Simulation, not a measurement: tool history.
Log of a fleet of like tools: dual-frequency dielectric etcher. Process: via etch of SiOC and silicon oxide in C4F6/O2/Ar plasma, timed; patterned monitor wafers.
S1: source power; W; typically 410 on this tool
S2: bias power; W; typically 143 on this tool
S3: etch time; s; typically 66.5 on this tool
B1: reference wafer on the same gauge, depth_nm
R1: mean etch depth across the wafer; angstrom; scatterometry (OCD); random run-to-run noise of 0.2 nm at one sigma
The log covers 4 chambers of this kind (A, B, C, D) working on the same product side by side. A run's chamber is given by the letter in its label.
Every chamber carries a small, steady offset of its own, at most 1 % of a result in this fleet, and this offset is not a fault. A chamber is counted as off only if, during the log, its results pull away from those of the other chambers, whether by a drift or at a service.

run 1C hour=11.0 | S1=410 S2=143 S3=66.5 | B1=66.408 | R1=699.89
run 2D hour=16.7 | S1=410 S2=143 S3=66.5 | B1=66.423 | R1=704.33
run 3A hour=23.3 | S1=410 S2=143 S3=66.5 | B1=66.372 | R1=712.41
run 4B hour=33.8 | S1=410 S2=143 S3=66.5 | B1=66.422 | R1=704.82
run 5D hour=40.5 | S1=410 S2=143 S3=66.5 | B1=66.429 | R1=701.85
run 6B hour=49.4 | S1=410 S2=143 S3=66.5 | B1=66.378 | R1=706.17
run 7A hour=56.9 | S1=410 S2=143 S3=66.5 | B1=66.420 | R1=707.88
run 8C hour=64.9 | S1=410 S2=143 S3=66.5 | B1=66.398 | R1=697.10
run 9D hour=76.5 | S1=410 S2=143 S3=66.5 | B1=66.422 | R1=701.75
run 10C hour=87.3 | S1=410 S2=143 S3=66.5 | B1=66.410 | R1=697.63
run 11A hour=97.7 | S1=410 S2=143 S3=66.5 | B1=66.367 | R1=712.09
run 12B hour=109.5 | S1=410 S2=143 S3=66.5 | B1=66.439 | R1=705.92
-- hour=112.6 chamber C: wet clean of the chamber
run 13A hour=117.0 | S1=410 S2=143 S3=66.5 | B1=66.453 | R1=708.51
run 14C hour=128.6 | S1=410 S2=143 S3=66.5 | B1=66.387 | R1=701.64
run 15B hour=139.0 | S1=450 S2=143 S3=66.5 | B1=66.379 | R1=729.82
run 16D hour=146.9 | S1=450 S2=143 S3=66.5 | B1=66.419 | R1=730.34
run 17D hour=159.0 | S1=450 S2=143 S3=66.5 | B1=66.349 | R1=732.24
-- hour=162.6 chamber A: bias power generator calibrated
run 18B hour=169.4 | S1=450 S2=143 S3=66.5 | B1=66.390 | R1=729.42
run 19C hour=180.5 | S1=410 S2=143 S3=66.5 | B1=66.415 | R1=700.44
run 20A hour=192.7 | S1=410 S2=118 S3=66.5 | B1=66.423 | R1=668.81
-- hour=197.2 chamber A: wet clean of the chamber
run 21A hour=200.3 | S1=410 S2=118 S3=66.5 | B1=66.384 | R1=692.93
run 22B hour=207.5 | S1=410 S2=118 S3=66.5 | B1=66.403 | R1=664.64
run 23D hour=219.7 | S1=410 S2=118 S3=66.5 | B1=66.410 | R1=662.23
run 24C hour=229.9 | S1=410 S2=143 S3=66.5 | B1=66.409 | R1=697.51
run 25B hour=238.9 | S1=410 S2=143 S3=66.5 | B1=66.384 | R1=708.04
run 26D hour=248.3 | S1=410 S2=143 S3=66.5 | B1=66.423 | R1=701.65
run 27C hour=258.6 | S1=410 S2=143 S3=66.5 | B1=66.396 | R1=700.18
run 28A hour=265.8 | S1=410 S2=143 S3=66.5 | B1=66.383 | R1=732.56
run 29D hour=276.6 | S1=410 S2=143 S3=66.5 | B1=66.373 | R1=702.35
-- hour=279.1 chamber D: wet clean of the chamber
run 30B hour=287.7 | S1=410 S2=143 S3=66.5 | B1=66.364 | R1=707.14
run 31C hour=293.1 | S1=410 S2=143 S3=66.5 | B1=66.404 | R1=701.51
run 32A hour=303.2 | S1=410 S2=143 S3=66.5 | B1=66.452 | R1=732.34
run 33B hour=310.7 | S1=410 S2=143 S3=66.5 | B1=66.406 | R1=703.91
run 34D hour=319.7 | S1=410 S2=143 S3=66.5 | B1=66.367 | R1=704.05
run 35C hour=325.6 | S1=410 S2=143 S3=66.5 | B1=66.394 | R1=699.53
run 36A hour=331.6 | S1=410 S2=143 S3=66.5 | B1=66.387 | R1=735.52

Read the log: is a single chamber off, either drifting away or since a service, is the gauge that measures every chamber drifting, or is nothing wrong beyond small per-chamber offsets? Name any odd chamber and what most likely caused it.

The work done on chamber A during a service left it standing apart from the others.
Likeliest cause: etch rate over this chamber's usual, % = 3.44.

Here are 4 candidates for chamber A's next run, each the usual settings with a change, their results left as question marks. Which one brings its results back in line with what the others give on the usual settings?
In-line tolerance around the mean of the other chambers on the usual settings: R1 6.90 angstrom
run 37A-1 hour=340.5 | S1=410 S2=144 S3=69.5 | R1=?
run 37A-2 hour=340.5 | S1=410 S2=143 S3=65.5 | R1=?
run 37A-3 hour=340.5 | S1=410 S2=142 S3=64.0 | R1=?
run 37A-4 hour=340.5 | S1=410 S2=144 S3=67.5 | R1=?

The other chambers' mean on the usual settings: R1 702.96 angstrom
run=37A-1 R1=770.39
run=37A-2 R1=724.49
run=37A-3 R1=706.37
run=37A-4 R1=748.22
37A-3 is the one that brings the chamber's results back in line with the other chambers.

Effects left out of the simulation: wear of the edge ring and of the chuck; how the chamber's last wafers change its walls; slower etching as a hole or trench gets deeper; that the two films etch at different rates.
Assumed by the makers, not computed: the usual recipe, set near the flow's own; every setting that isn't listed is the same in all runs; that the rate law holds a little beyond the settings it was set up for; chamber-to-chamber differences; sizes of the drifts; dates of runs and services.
